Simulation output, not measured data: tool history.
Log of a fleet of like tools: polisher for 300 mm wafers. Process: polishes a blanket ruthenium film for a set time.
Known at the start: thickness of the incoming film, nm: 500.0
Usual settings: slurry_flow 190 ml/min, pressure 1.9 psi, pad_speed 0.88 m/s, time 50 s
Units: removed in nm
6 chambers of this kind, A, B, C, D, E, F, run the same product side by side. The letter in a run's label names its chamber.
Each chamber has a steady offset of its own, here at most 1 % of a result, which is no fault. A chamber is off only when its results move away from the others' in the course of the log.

run,day,slurry_flow,pressure,pad_speed,time,removed
1E,0.192,190,1.9,0.88,50,53.260
2A,0.471,190,1.9,0.88,50,53.144
3C,0.667,190,1.9,0.88,50,52.663
# day 0.908: chamber F: worn pad replaced by a new one
4D,0.908,190,1.9,0.88,50,52.016
# day 1.029: chamber C: worn pad replaced by a new one
5B,1.133,190,1.9,0.88,50,53.265
# day 1.233: chamber B: worn pad replaced by a new one
6F,1.367,190,1.9,0.88,50,52.804
# day 1.425: chamber B: slurry nozzle cleaned
7B,1.638,190,1.9,0.88,50,53.261
8E,1.796,190,1.9,0.88,50,53.892
9C,1.979,190,1.9,0.88,50,53.041
# day 2.146: chamber E: worn pad replaced by a new one
10D,2.233,190,1.9,0.88,50,52.244
# day 2.300: chamber D: worn pad replaced by a new one
11A,2.371,190,1.9,0.88,50,51.725
# day 2.521: chamber A: worn pad replaced by a new one
12F,2.575,190,1.9,0.88,50,53.630
13F,2.708,190,1.9,0.88,50,52.231
14D,2.908,190,1.9,0.88,50,53.132
15C,3.050,190,2.5,0.88,50,67.806
16A,3.188,190,2.5,0.88,50,68.743
17B,3.321,190,2.5,0.88,50,69.687
18E,3.450,190,2.5,0.88,50,71.212
# day 3.475: chamber F: worn pad replaced by a new one
19D,3.688,190,2.5,0.88,50,68.369
20A,3.879,190,2.5,0.88,50,68.248
21B,4.138,190,1.9,1.08,59,77.465
# day 4.296: chamber C: head pressure recalibrated
22C,4.296,190,1.9,1.08,59,67.169
# day 4.446: chamber E: worn pad replaced by a new one
23E,4.496,190,1.9,1.08,59,76.555
24F,4.683,190,1.9,1.08,59,75.619
# day 4.954: chamber D: worn pad replaced by a new one
25C,4.954,190,1.9,1.08,59,67.205
# day 4.971: chamber B: worn pad replaced by a new one
# day 5.046: chamber E: head pressure recalibrated
26F,5.112,190,1.9,1.08,59,76.773
27B,5.271,190,1.9,0.88,50,52.552
28D,5.392,190,1.9,0.88,50,52.393
29A,5.538,190,1.3,0.78,50,31.886
# day 5.746: chamber F: slurry nozzle cleaned
30E,5.817,190,1.3,0.78,50,32.147
# day 5.958: chamber C: worn pad replaced by a new one
31B,6.054,190,1.3,0.78,50,32.150
32D,6.333,190,1.3,0.78,50,32.655
# day 6.412: chamber C: slurry nozzle cleaned
33F,6.529,190,1.3,0.78,50,32.091
34E,6.742,190,1.3,0.78,50,32.194
# day 6.779: chamber E: worn pad replaced by a new one
35A,6.921,190,1.9,0.66,50,39.199
# day 6.933: chamber A: worn pad replaced by a new one
# day 7.050: chamber D: worn pad replaced by a new one
36C,7.062,190,1.9,0.66,50,35.227
37E,7.296,190,1.9,0.66,50,39.631
38B,7.429,190,1.9,0.66,50,39.723
39A,7.667,190,1.9,0.66,50,38.907
40D,7.792,190,1.9,0.66,50,39.484
41C,8.071,190,1.9,0.88,50,46.809

What goes on in this fleet: one chamber off, a drifting gauge, or nothing beyond the chambers' own small offsets? Name the chamber and the cause, if any.

A service left chamber C off against the others.
Cause: head's pressure below its setpoint, % = 10.8.

Here are 4 candidates for chamber C's next run, each the usual settings with a change, their results left as question marks. Which one brings its results back in line with what the others give on the usual settings?
In line means no further than this from the other chambers' mean on the usual settings: removed 1.800 nm
42C-1,8.271,190,2.0,0.94,50,?
42C-2,8.271,190,1.8,0.86,48,?
42C-3,8.271,190,1.8,0.88,50,?
42C-4,8.271,190,1.9,0.90,51,?

The other chambers' mean on the usual settings: removed 52.578 nm
run,removed
42C-1,52.549
42C-2,41.550
42C-3,44.303
42C-4,48.760
42C-1 brings the chamber back in line.
